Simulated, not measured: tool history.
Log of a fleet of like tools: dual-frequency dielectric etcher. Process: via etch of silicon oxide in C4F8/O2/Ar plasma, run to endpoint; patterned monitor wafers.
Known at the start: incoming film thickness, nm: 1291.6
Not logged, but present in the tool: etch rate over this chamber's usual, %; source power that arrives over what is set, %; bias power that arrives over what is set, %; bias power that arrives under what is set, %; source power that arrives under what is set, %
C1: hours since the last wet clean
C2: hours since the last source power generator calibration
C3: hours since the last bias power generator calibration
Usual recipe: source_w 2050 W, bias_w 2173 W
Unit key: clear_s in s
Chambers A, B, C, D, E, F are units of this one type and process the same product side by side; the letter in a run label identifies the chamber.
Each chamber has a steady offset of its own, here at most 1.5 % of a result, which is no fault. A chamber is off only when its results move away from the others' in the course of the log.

Run 1E, hour 8.2: usual settings; C1 389.7; C2 1648.9; C3 147.0. Result: clear_s 249.22 s.
Run 2B, hour 19.2: usual settings; C1 183.3; C2 915.0; C3 34.9. Result: clear_s 245.26 s.
Run 3A, hour 29.3: usual settings; C1 386.3; C2 2902.6; C3 782.1. Result: clear_s 246.44 s.
Run 4C, hour 40.5: usual settings; C1 309.9; C2 4259.5; C3 55.3. Result: clear_s 242.87 s.
Run 5D, hour 50.0: usual settings; C1 530.2; C2 2615.7; C3 1602.1. Result: clear_s 247.06 s.
Run 6F, hour 59.7: usual settings; C1 160.3; C2 1582.2; C3 3981.4. Result: clear_s 247.28 s.
Run 7B, hour 68.2: usual settings; C1 232.3; C2 964.0; C3 83.9. Result: clear_s 244.76 s.
Run 8C, hour 73.3: usual settings; C1 342.7; C2 4292.3; C3 88.1. Result: clear_s 243.58 s.
Run 9D, hour 83.5: usual settings; C1 563.7; C2 2649.2; C3 1635.6. Result: clear_s 246.47 s.
Run 10E, hour 90.5: usual settings but source_w 1810 W, bias_w 2568 W; C1 472.0; C2 1731.2; C3 229.3. Result: clear_s 245.08 s.
At hour 91.1: chamber D: wet clean of the chamber.
At hour 93.6: chamber F: source power generator calibrated.
Run 11A, hour 99.1: usual settings but source_w 1810 W, bias_w 2568 W; C1 456.1; C2 2972.4; C3 851.9. Result: clear_s 246.64 s.
Run 12F, hour 106.8: usual settings but source_w 1810 W, bias_w 2568 W; C1 207.4; C2 13.3; C3 4028.5. Result: clear_s 246.29 s.
Run 13D, hour 118.2: usual settings but source_w 1810 W, bias_w 2568 W; C1 27.1; C2 2683.9; C3 1670.3. Result: clear_s 248.48 s.
Run 14C, hour 123.6: usual settings but source_w 1810 W, bias_w 2568 W; C1 393.0; C2 4342.6; C3 138.4. Result: clear_s 242.27 s.
Run 15B, hour 129.0: usual settings but source_w 1810 W, bias_w 2568 W; C1 293.1; C2 1024.8; C3 144.7. Result: clear_s 244.50 s.
Run 16A, hour 135.7: usual settings but bias_w 2666 W; C1 492.7; C2 3009.0; C3 888.5. Result: clear_s 232.54 s.
Run 17F, hour 140.8: usual settings but bias_w 2666 W; C1 241.4; C2 47.3; C3 4062.5. Result: clear_s 231.88 s.
Run 18E, hour 147.0: usual settings but bias_w 2666 W; C1 528.5; C2 1787.7; C3 285.8. Result: clear_s 231.12 s.
At hour 147.4: chamber A: wet clean of the chamber.
Run 19E, hour 157.7: usual settings but bias_w 2666 W; C1 539.2; C2 1798.4; C3 296.5. Result: clear_s 231.16 s.
Run 20D, hour 164.9: usual settings but bias_w 2666 W; C1 73.8; C2 2730.6; C3 1717.0. Result: clear_s 232.71 s.
Run 21C, hour 173.5: usual settings but bias_w 2666 W; C1 442.9; C2 4392.5; C3 188.3. Result: clear_s 229.18 s.
Run 22A, hour 179.7: usual settings; C1 32.4; C2 3053.0; C3 932.5. Result: clear_s 245.64 s.
Run 23B, hour 188.3: usual settings; C1 352.4; C2 1084.1; C3 204.0. Result: clear_s 244.37 s.
Run 24F, hour 196.4: usual settings; C1 297.0; C2 102.9; C3 4118.1. Result: clear_s 242.88 s.
Run 25F, hour 203.2: usual settings; C1 303.8; C2 109.7; C3 4124.9. Result: clear_s 242.48 s.
Run 26A, hour 213.1: usual settings but source_w 1740 W; C1 65.8; C2 3086.4; C3 965.9. Result: clear_s 265.33 s.
At hour 221.4: chamber E: wet clean of the chamber.
At hour 221.5: chamber B: wet clean of the chamber.
Run 27C, hour 223.6: usual settings but source_w 1740 W; C1 493.0; C2 4442.6; C3 238.4. Result: clear_s 257.80 s.
Run 28D, hour 235.0: usual settings but source_w 1740 W; C1 143.9; C2 2800.7; C3 1787.1. Result: clear_s 264.64 s.
Run 29B, hour 240.6: usual settings but source_w 1740 W; C1 19.1; C2 1136.4; C3 256.3. Result: clear_s 260.56 s.
Run 30E, hour 248.7: usual settings but source_w 1740 W; C1 27.4; C2 1889.4; C3 387.5. Result: clear_s 264.90 s.
Run 31C, hour 256.8: usual settings but source_w 1740 W; C1 526.2; C2 4475.8; C3 271.6. Result: clear_s 260.05 s.
Run 32A, hour 267.4: usual settings; C1 120.1; C2 3140.7; C3 1020.2. Result: clear_s 247.32 s.
At hour 268.8: chamber C: wet clean of the chamber.
Run 33D, hour 275.7: usual settings; C1 184.6; C2 2841.4; C3 1827.8. Result: clear_s 248.14 s.
Run 34E, hour 286.8: usual settings; C1 65.5; C2 1927.5; C3 425.6. Result: clear_s 245.90 s.
Run 35B, hour 292.6: usual settings; C1 71.1; C2 1188.4; C3 308.3. Result: clear_s 245.18 s.
Run 36F, hour 301.9: usual settings; C1 402.5; C2 208.4; C3 4223.6. Result: clear_s 237.20 s.
Run 37A, hour 311.2: usual settings; C1 163.9; C2 3184.5; C3 1064.0. Result: clear_s 247.15 s.
Run 38E, hour 318.3: usual settings; C1 97.0; C2 1959.0; C3 457.1. Result: clear_s 246.50 s.
Run 39C, hour 325.4: usual settings; C1 56.6; C2 4544.4; C3 340.2. Result: clear_s 244.03 s.
Run 40B, hour 333.7: usual settings; C1 112.2; C2 1229.5; C3 349.4. Result: clear_s 244.42 s.
Run 41F, hour 340.7: usual settings; C1 441.3; C2 247.2; C3 4262.4. Result: clear_s 235.42 s.
Run 42D, hour 346.6: usual settings; C1 255.5; C2 2912.3; C3 1898.7. Result: clear_s 247.05 s.
Run 43D, hour 355.3: usual settings; C1 264.2; C2 2921.0; C3 1907.4. Result: clear_s 247.72 s.

Has any chamber moved away from the others, gradually or after a service, or does the common gauge drift, or do the chambers differ only by their own small steady offsets? State the chamber and the most likely cause if one applies.

Chamber F drifts away from the others.
What lies behind it: etch rate over this chamber's usual, % = 4.95.

Here are 4 candidates for chamber F's next run, each the usual settings with a change, their results left as question marks. Which one brings its results back in line with what the others give on the usual settings?
In line here means within this much of the mean the other chambers give on the usual settings: clear_s 3.00 s
Run 44F-1, hour 363.5: usual settings but source_w 2190 W, bias_w 2282 W. Result: clear_s ?.
Run 44F-2, hour 363.5: usual settings but bias_w 1692 W. Result: clear_s ?.
Run 44F-3, hour 363.5: usual settings but source_w 2290 W, bias_w 2361 W. Result: clear_s ?.
Run 44F-4, hour 363.5: usual settings but source_w 1910 W, bias_w 2064 W. Result: clear_s ?.

Average result of the remaining chambers running the usual settings: clear_s 245.74 s
  run  clear_s
44F-1   226.11
44F-2   252.33
44F-3   220.00
44F-4   245.59
With 44F-4, the chamber falls back in line with the rest.
